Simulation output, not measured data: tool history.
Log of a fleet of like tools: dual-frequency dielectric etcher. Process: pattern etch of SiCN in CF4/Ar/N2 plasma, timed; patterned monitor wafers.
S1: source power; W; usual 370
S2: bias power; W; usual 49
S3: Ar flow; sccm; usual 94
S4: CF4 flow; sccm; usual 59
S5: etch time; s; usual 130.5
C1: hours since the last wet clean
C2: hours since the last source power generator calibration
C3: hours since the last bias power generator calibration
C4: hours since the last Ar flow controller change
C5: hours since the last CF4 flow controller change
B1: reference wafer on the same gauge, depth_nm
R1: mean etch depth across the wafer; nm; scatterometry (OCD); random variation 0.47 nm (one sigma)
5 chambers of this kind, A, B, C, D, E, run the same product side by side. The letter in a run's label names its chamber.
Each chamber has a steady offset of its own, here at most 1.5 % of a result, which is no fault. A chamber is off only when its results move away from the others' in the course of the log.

run     day   S1  S2   S3  S4     S5     C1      C2      C3      C4      C5      B1      R1
 1D   0.367  370  49   94  59  130.5   27.8  3047.7   131.6    1761    54.6  68.315   80.21
 2E   0.575  370  49   94  59  130.5    269     829  3370.2  1515.6  2389.3  68.408  82.077
      0.625  -- chamber B: Ar flow controller replaced
 3A   0.942  370  49   94  59  130.5  353.8     281    4044   126.6  2836.2  68.365  82.221
 4B   1.188  370  49   94  59  130.5  200.7  2132.9   351.5    13.6  1390.4  68.346  81.456
 5C   1.575  370  49   94  59  130.5  351.2   211.4   886.3  1509.2  1685.4  68.245  82.354
 6E   1.783  370  49   94  59  130.5    298     858  3399.2  1544.6  2418.3  68.318  81.344
 7D   2.083  370  49   94  65  130.5     69  3088.9   172.8  1802.2    95.8  68.263   82.51
 8C   2.392  370  49   94  65  130.5  370.8     231   905.9  1528.8    1705   68.39  82.542
 9B    2.65  370  49   94  65  130.5  235.8    2168   386.6    48.7  1425.5  68.382   82.26
10A   2.912  370  49   94  65  130.5  401.1   328.3  4091.3   173.9  2883.5  68.357  82.595
11E   3.367  370  49   94  65  130.5    336     896  3437.2  1582.6  2456.3  68.194  82.234
12B   3.738  370  49   94  59  130.5  261.9  2194.1   412.7    74.8  1451.6  68.319  82.364
13D   3.958  370  49   94  59  130.5    114  3133.9   217.8  1847.2   140.8  68.275  80.958
      4.092  -- chamber E: wet clean of the chamber
14A   4.312  370  49   94  59  130.5  434.7   361.9  4124.9   207.5  2917.1  68.325  82.072
15C   4.688  370  49   94  67  130.5  425.9   286.1     961  1583.9  1760.1  68.292  81.977
16C   5.088  370  49   94  67  130.5  435.5   295.7   970.6  1593.5  1769.7   68.35  83.108
      5.425  -- chamber D: source power generator calibrated
17A   5.521  370  49   94  67  130.5  463.7   390.9  4153.9   236.5  2946.1  68.231  83.304
18D   5.875  370  49   94  67  130.5    160    10.9   263.8  1893.2   186.8  68.286  78.759
19E   6.129  370  49   94  67  130.5   48.9   962.3  3503.5  1648.9  2522.6   68.35  82.991
20B   6.462  370  49   94  59  130.5  327.3  2259.5   478.1   140.2    1517  68.351  82.641
21C     6.8  370  49   94  59  130.5  476.6   336.8  1011.7  1634.6  1810.8   68.32  81.909
22A   7.092  370  49   94  59  130.5  501.4   428.6  4191.6   274.2  2983.8  68.321  82.262
      7.121  -- chamber C: wet clean of the chamber
23B   7.338  370  49   94  59  130.5  348.3  2280.5   499.1   161.2    1538  68.232  82.479
24E   7.558  370  49   94  59  130.5   83.2   996.6  3537.8  1683.2  2556.9  68.273  80.903
25D   7.792  370  49   94  59  130.5    206    56.9   309.8  1939.2   232.8  68.361  76.973
26A   8.142  370  49   94  59  130.5  526.6   453.8  4216.8   299.4    3009   68.35  81.119
27D   8.375  370  49   94  59  130.5    220    70.9   323.8  1953.2   246.8  68.327  77.319
28B   8.846  370  56   80  59  130.5  384.5  2316.7   535.3   197.4  1574.2  68.299  88.185
29C   9.171  370  56   80  59  130.5   49.2   393.7  1068.6  1691.5  1867.7  68.286  86.939
30E   9.446  370  56   80  59  130.5  128.5  1041.9  3583.1  1728.5  2602.2   68.32  86.987
31D   9.762  370  56   80  59  130.5  253.3   104.2   357.1  1986.5   280.1   68.28  83.417
      9.821  -- chamber B: wet clean of the chamber
32C   10.05  370  56   80  59  130.5   70.3   414.8  1089.7  1712.6  1888.8  68.317  87.344
     10.279  -- chamber E: CF4 flow controller replaced
33E  10.279  370  45   94  59  130.5  148.5  1061.9  3603.1  1748.5       0  68.227  78.853
34A  10.646  370  45   94  59  130.5  586.7   513.9  4276.9   359.5  3069.1  68.349  79.482
35B  10.862  370  45   94  59  130.5   25.1  2365.1   583.7   245.8  1622.6  68.248  79.124
36C  11.212  370  45   94  59  130.5   98.2   442.7  1117.6  1740.5  1916.7  68.256  79.626
37B  11.617  370  45   94  59  130.5   43.2  2383.2   601.8   263.9  1640.7  68.274  79.542
38A  11.917  370  49   94  59  130.5  617.2   544.4  4307.4     390  3099.6   68.38   81.93
39D  12.342  370  49   94  59  130.5  315.2   166.1     419  2048.4     342  68.367  78.195
40E  12.725  370  49   94  59  130.5  207.2  1120.6  3661.8  1807.2    58.7  68.336  82.228
41C  13.038  370  49  104  59  130.5    142   486.5  1161.4  1784.3  1960.5  68.325  79.358

Next, every chamber runs the same settings. What will each give?
42A  13.379  370  49  94  59  130.5                           ?
42B  13.379  370  49  94  59  130.5                           ?
42C  13.379  370  49  94  59  130.5                           ?
42D  13.379  370  49  94  59  130.5                           ?
42E  13.379  370  49  94  59  130.5                           ?

run      R1
42A  81.658
42B  82.455
42C  81.216
42D   77.52
42E  81.428
